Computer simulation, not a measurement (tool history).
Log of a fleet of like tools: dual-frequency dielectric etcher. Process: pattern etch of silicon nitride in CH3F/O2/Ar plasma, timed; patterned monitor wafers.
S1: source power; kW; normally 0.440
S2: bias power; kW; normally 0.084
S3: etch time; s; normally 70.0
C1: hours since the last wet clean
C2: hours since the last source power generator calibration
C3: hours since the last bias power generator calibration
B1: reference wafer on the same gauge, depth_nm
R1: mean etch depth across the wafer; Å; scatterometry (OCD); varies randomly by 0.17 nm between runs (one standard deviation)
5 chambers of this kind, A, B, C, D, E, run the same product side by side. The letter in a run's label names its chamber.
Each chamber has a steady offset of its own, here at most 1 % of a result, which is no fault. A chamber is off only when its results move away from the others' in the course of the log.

run,hour,S1,S2,S3,C1,C2,C3,B1,R1
1A,3.9,0.440,0.084,70.0,272.0,1962.6,1416.2,52.988,534.43
2B,9.5,0.440,0.084,70.0,307.4,1692.7,2040.1,53.019,538.84
3E,15.0,0.440,0.084,70.0,46.8,2818.4,1795.6,52.969,532.12
4D,20.5,0.440,0.084,70.0,590.2,30.7,1424.3,53.029,533.15
5C,28.2,0.440,0.084,70.0,400.8,2462.7,2430.2,53.013,537.92
6D,35.1,0.440,0.070,80.0,604.8,45.3,1438.9,52.998,566.97
7B,39.3,0.440,0.070,80.0,337.2,1722.5,2069.9,53.017,578.82
8E,46.6,0.440,0.070,80.0,78.4,2850.0,1827.2,52.977,572.61
# hour 49.6: chamber A: source power generator calibrated
9A,53.8,0.440,0.070,80.0,321.9,4.3,1466.1,53.040,575.08
10C,62.1,0.440,0.070,80.0,434.7,2496.6,2464.1,52.994,578.21
11D,65.7,0.440,0.102,54.5,635.4,75.9,1469.5,52.993,445.52
12E,69.9,0.440,0.102,54.5,101.7,2873.3,1850.5,53.016,444.53
13C,74.3,0.440,0.102,54.5,446.9,2508.8,2476.3,53.014,450.89
# hour 76.9: chamber C: wet clean of the chamber
14A,81.7,0.440,0.102,54.5,349.8,32.2,1494.0,52.990,446.83
# hour 83.5: chamber D: wet clean of the chamber
15B,89.5,0.440,0.102,54.5,387.4,1772.7,2120.1,53.019,448.63
16C,94.5,0.440,0.084,70.0,17.7,2529.0,2496.5,53.036,536.09
17D,102.1,0.440,0.084,70.0,18.6,112.3,1505.9,52.994,531.51
18B,109.6,0.440,0.084,70.0,407.5,1792.8,2140.2,53.006,536.84
19E,117.1,0.440,0.084,70.0,148.9,2920.5,1897.7,53.022,531.30
# hour 118.9: chamber B: wet clean of the chamber
20A,123.9,0.440,0.084,70.0,392.0,74.4,1536.2,52.975,539.21
21C,132.3,0.440,0.084,70.0,55.5,2566.8,2534.3,52.992,534.47
22B,140.1,0.440,0.084,70.0,21.3,1823.3,2170.7,53.007,521.19
23D,147.9,0.440,0.084,70.0,64.4,158.1,1551.7,53.017,529.21
24E,155.9,0.440,0.084,70.0,187.7,2959.3,1936.5,52.984,532.52
25A,162.3,0.440,0.084,70.0,430.4,112.8,1574.6,53.020,534.42
26B,168.0,0.440,0.084,70.0,49.2,1851.2,2198.6,52.996,521.94
27D,175.3,0.440,0.084,70.0,91.8,185.5,1579.1,52.999,529.96
28C,183.3,0.440,0.078,63.5,106.5,2617.8,2585.3,53.024,473.81
29E,191.1,0.440,0.078,63.5,222.9,2994.5,1971.7,53.016,470.63
30A,196.3,0.440,0.078,63.5,464.4,146.8,1608.6,52.991,471.96
31C,204.7,0.440,0.078,63.5,127.9,2639.2,2606.7,52.997,473.83
# hour 205.9: chamber A: wet clean of the chamber
32B,210.2,0.440,0.078,63.5,91.4,1893.4,2240.8,53.015,461.12
33E,217.8,0.440,0.084,70.0,249.6,3021.2,1998.4,52.994,532.66
34A,225.6,0.440,0.084,70.0,19.8,176.1,1637.9,52.966,536.73

Predict what each chamber gives when all 5 of them run the settings below next.
35A,231.6,0.440,0.084,76.5,,,,,?
35B,231.6,0.440,0.084,76.5,,,,,?
35C,231.6,0.440,0.084,76.5,,,,,?
35D,231.6,0.440,0.084,76.5,,,,,?
35E,231.6,0.440,0.084,76.5,,,,,?

run,R1
35A,587.64
35B,571.49
35C,589.95
35D,580.40
35E,582.61
